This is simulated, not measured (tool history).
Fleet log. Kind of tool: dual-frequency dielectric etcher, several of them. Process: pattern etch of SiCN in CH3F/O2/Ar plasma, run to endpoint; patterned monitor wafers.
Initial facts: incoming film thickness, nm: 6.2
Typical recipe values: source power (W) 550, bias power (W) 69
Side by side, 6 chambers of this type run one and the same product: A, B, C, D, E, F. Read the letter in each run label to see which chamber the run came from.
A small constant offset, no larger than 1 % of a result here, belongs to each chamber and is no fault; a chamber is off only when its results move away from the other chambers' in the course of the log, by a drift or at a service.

| run | day | source power (W) | bias power (W) | hours since the last wet clean | hours since the last source power generator calibration | hours since the last bias power generator calibration | endpoint time (s) |
|---|---|---|---|---|---|---|---|
| 1E | 0.258 | 550 | 69 | 216.3 | 2786.6 | 3316.2 | 14.985 |
| 2A | 0.6 | 550 | 69 | 180.6 | 538.4 | 2171.9 | 14.936 |
| 3F | 0.896 | 550 | 69 | 342.5 | 445.7 | 1028.6 | 14.762 |
| 4B | 1.204 | 550 | 69 | 427.6 | 722.8 | 2652.6 | 14.694 |
| 5C | 1.658 | 550 | 69 | 269.5 | 1208.1 | 3946.5 | 14.891 |
| 6D | 2.129 | 650 | 86 | 431 | 2850.5 | 2951.1 | 13.013 |
| 7B | 2.483 | 650 | 86 | 458.3 | 753.5 | 2683.3 | 12.989 |
|  | 2.729 | chamber B: wet clean of the chamber |
| 8A | 2.85 | 650 | 86 | 234.6 | 592.4 | 2225.9 | 12.925 |
| 9E | 3.092 | 650 | 86 | 284.3 | 2854.6 | 3384.2 | 13.024 |
| 10C | 3.392 | 650 | 86 | 311.1 | 1249.7 | 3988.1 | 12.952 |
| 11F | 3.658 | 650 | 86 | 408.8 | 512 | 1094.9 | 12.777 |
| 12D | 3.992 | 550 | 69 | 475.7 | 2895.2 | 2995.8 | 14.985 |
| 13E | 4.233 | 600 | 58 | 311.7 | 2882 | 3411.6 | 15.223 |
|  | 4.262 | chamber C: bias power generator calibrated |
| 14F | 4.596 | 600 | 58 | 431.3 | 534.5 | 1117.4 | 15.198 |
| 15D | 5.054 | 600 | 58 | 501.2 | 2920.7 | 3021.3 | 15.362 |
| 16C | 5.342 | 600 | 58 | 357.9 | 1296.5 | 25.9 | 15.076 |
| 17B | 5.8 | 600 | 58 | 73.8 | 833.1 | 2762.9 | 15.06 |
|  | 6.029 | chamber F: wet clean of the chamber |
| 18A | 6.204 | 600 | 58 | 315.1 | 672.9 | 2306.4 | 15.127 |
| 19A | 6.638 | 550 | 69 | 325.5 | 683.3 | 2316.8 | 14.867 |
|  | 6.888 | chamber C: wet clean of the chamber |
| 20B | 7.125 | 550 | 69 | 105.6 | 864.9 | 2794.7 | 14.767 |
| 21C | 7.512 | 550 | 69 | 15.1 | 1348.6 | 78 | 14.87 |
| 22E | 7.833 | 550 | 69 | 398.1 | 2968.4 | 3498 | 14.72 |
| 23D | 8.079 | 550 | 69 | 573.8 | 2993.3 | 3093.9 | 14.929 |
| 24F | 8.521 | 550 | 69 | 59.9 | 628.7 | 1211.6 | 14.841 |
| 25B | 8.771 | 550 | 78 | 145.1 | 904.4 | 2834.2 | 14.207 |
| 26E | 9.238 | 550 | 78 | 431.8 | 3002.1 | 3531.7 | 14.112 |
| 27C | 9.571 | 550 | 78 | 64.5 | 1398 | 127.4 | 14.111 |
| 28A | 9.888 | 550 | 78 | 403.5 | 761.3 | 2394.8 | 14.322 |
| 29F | 10.204 | 550 | 78 | 100.3 | 669.1 | 1252 | 14.143 |
| 30D | 10.458 | 550 | 78 | 630.9 | 3050.4 | 3151 | 14.354 |
|  | 10.908 | chamber D: wet clean of the chamber |
| 31D | 10.946 | 550 | 69 | 0.9 | 3062.1 | 3162.7 | 14.908 |
| 32F | 11.396 | 550 | 69 | 128.9 | 697.7 | 1280.6 | 14.748 |
| 33C | 11.7 | 610 | 78 | 115.6 | 1449.1 | 178.5 | 13.691 |
| 34B | 12.104 | 610 | 78 | 225.1 | 984.4 | 2914.2 | 13.567 |
| 35A | 12.483 | 610 | 78 | 465.8 | 823.6 | 2457.1 | 13.668 |
|  | 12.508 | chamber B: bias power generator calibrated |
| 36E | 12.7 | 610 | 78 | 514.9 | 3085.2 | 3614.8 | 13.352 |
| 37D | 12.942 | 610 | 78 | 48.8 | 3110 | 3210.6 | 13.689 |
| 38A | 13.3 | 610 | 78 | 485.4 | 843.2 | 2476.7 | 13.719 |
| 39C | 13.675 | 550 | 69 | 163 | 1496.5 | 225.9 | 14.902 |
| 40E | 14.029 | 550 | 69 | 546.8 | 3117.1 | 3646.7 | 14.38 |
| 41B | 14.438 | 550 | 69 | 281.1 | 1040.4 | 46.4 | 14.813 |

One chamber off, gauge drift, or nothing amiss beyond the chambers' own small offsets? If it is a chamber, which one, and what is the likeliest cause?

Chamber E drifts away from the others.
Likeliest cause: etch rate over this chamber's usual, % = 4.09.

Here are 4 candidates for chamber E's next run, each the usual settings with a change, their results left as question marks. Which one brings its results back in line with what the others give on the usual settings?
In-line tolerance around the mean of the other chambers on the usual settings: endpoint time (s) 0.2
| 42E-1 | 14.788 | 550 | 62 |  |  |  | ? |
| 42E-2 | 14.788 | 540 | 68 |  |  |  | ? |
| 42E-3 | 14.788 | 560 | 69 |  |  |  | ? |
| 42E-4 | 14.788 | 600 | 69 |  |  |  | ? |

Mean of the other chambers on the usual settings: endpoint time (s) 14.838
| run | endpoint time (s) |
|---|---|
| 42E-1 | 14.9 |
| 42E-2 | 14.55 |
| 42E-3 | 14.281 |
| 42E-4 | 13.912 |
With 42E-1, the chamber falls back in line with the rest.

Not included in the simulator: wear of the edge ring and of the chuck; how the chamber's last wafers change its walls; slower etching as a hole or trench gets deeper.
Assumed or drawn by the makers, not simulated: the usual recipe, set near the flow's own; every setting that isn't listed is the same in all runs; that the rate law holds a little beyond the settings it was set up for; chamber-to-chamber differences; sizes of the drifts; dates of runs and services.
